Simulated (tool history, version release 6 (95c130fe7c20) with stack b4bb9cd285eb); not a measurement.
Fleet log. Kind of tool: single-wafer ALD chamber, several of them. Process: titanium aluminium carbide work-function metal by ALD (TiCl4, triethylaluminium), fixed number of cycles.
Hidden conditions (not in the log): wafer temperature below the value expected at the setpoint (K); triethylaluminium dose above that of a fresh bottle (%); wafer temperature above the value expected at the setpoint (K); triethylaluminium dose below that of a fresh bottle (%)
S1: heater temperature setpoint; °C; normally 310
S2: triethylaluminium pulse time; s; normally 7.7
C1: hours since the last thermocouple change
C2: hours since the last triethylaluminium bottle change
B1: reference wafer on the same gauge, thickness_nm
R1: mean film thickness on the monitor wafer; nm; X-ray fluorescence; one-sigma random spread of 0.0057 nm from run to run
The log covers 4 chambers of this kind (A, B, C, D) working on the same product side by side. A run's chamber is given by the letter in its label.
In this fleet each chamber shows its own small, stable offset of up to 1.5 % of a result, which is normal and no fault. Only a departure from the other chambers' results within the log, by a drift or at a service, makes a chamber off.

run   hour   S1     S2      C1      C2      B1      R1
       1.8  -- chamber A: thermocouple changed; heater temperature recalibrated
 1A    4.8  310    7.7       3    1415   2.089  1.9832
 2C    9.8  310    7.7   968.1  1730.9  2.0903  1.9999
 3D   17.2  310    7.7  1265.9    56.8  2.0896  2.0135
 4B   23.6  310    7.7   605.1    44.1  2.0903   2.016
 5D   28.1  310    7.7  1276.8    67.7  2.0897  2.0024
 6B   35.2  310    7.7   616.7    55.7  2.0904  2.0226
 7A   44.2  310  10.23    42.4  1454.4  2.0911  2.0661
 8C   51.2  310  10.23  1009.5  1772.3  2.0891  2.0861
 9B     56  310  10.23   637.5    76.5  2.0902  2.1172
10A   62.1  310  10.23    60.3  1472.3  2.0894  2.0646
11D   68.8  310    7.7  1317.5   108.4  2.0906   2.016
12C   75.5  310    7.7  1033.8  1796.6  2.0896  1.9989
13D   81.7  310    7.7  1330.4   121.3  2.0911  2.0119
14B   91.7  296    7.7   673.2   112.2    2.09  1.9024
15A   98.5  296    7.7    96.7  1508.7  2.0909   1.873
16C  107.1  296    7.7  1065.4  1828.2  2.0893  1.8713
17C  114.5  296    7.7  1072.8  1835.6  2.0903  1.8728
18A  122.2  310    7.7   120.4  1532.4  2.0899   1.978
19B  128.3  310    7.7   709.8   148.8  2.0893  2.0322
20D  132.8  310    7.7  1381.5   172.4  2.0895  2.0205
21A  141.2  310    7.7   139.4  1551.4  2.0903  1.9849
22D  147.6  323    9.2  1396.3   187.2  2.0891  2.2074
23B    154  323    9.2   735.5   174.5  2.0904  2.1955
24C  161.8  323    9.2  1120.1  1882.9  2.0906  2.1784
25C  166.8  323    9.2  1125.1  1887.9  2.0896  2.1769
26B  174.3  310    7.7   755.8   194.8    2.09  2.0258
27D  180.8  310    7.7  1429.5   220.4  2.0903  2.0348
28A  189.8  310    7.7     188    1600  2.0904  1.9858
29C  198.4  303     10  1156.7  1919.5  2.0878  2.0175
30D    205  303     10  1453.7   244.6  2.0912  2.0497
31A  213.9  303     10   212.1  1624.1  2.0896  2.0078
32B  220.6  303     10   802.1   241.1  2.0903  2.0517
33D  226.3  310    7.7    1475   265.9  2.0912  2.0421
34A  236.3  310    7.7   234.5  1646.5  2.0894  1.9703
35C    244  310    7.7  1202.3  1965.1  2.0909  1.9798

Has any chamber moved away from the others, gradually or after a service, or does the common gauge drift, or do the chambers differ only by their own small steady offsets? State the chamber and the most likely cause if one applies.

Chamber D drifts away from the others.
Likeliest cause: wafer temperature above the value expected at the setpoint (K) = 4.89.

Which of the 4 candidates below, each the usual settings with something changed and its results left as question marks, puts chamber D back in line with what the other chambers give on the usual settings?
Allowed miss from the other chambers' usual-settings mean, per result, to count as in line: R1 0.02 nm
36D-1  251.2  310  6.95               ?
36D-2  251.2  309  7.55               ?
36D-3  251.2  310  7.93               ?
36D-4  251.2  312  8.27               ?

Average result of the remaining chambers running the usual settings: R1 1.9998 nm
  run      R1
36D-1  2.0034
36D-2  2.0326
36D-3  2.0612
36D-4  2.0946
It is 36D-1 that realigns the chamber with its peers.
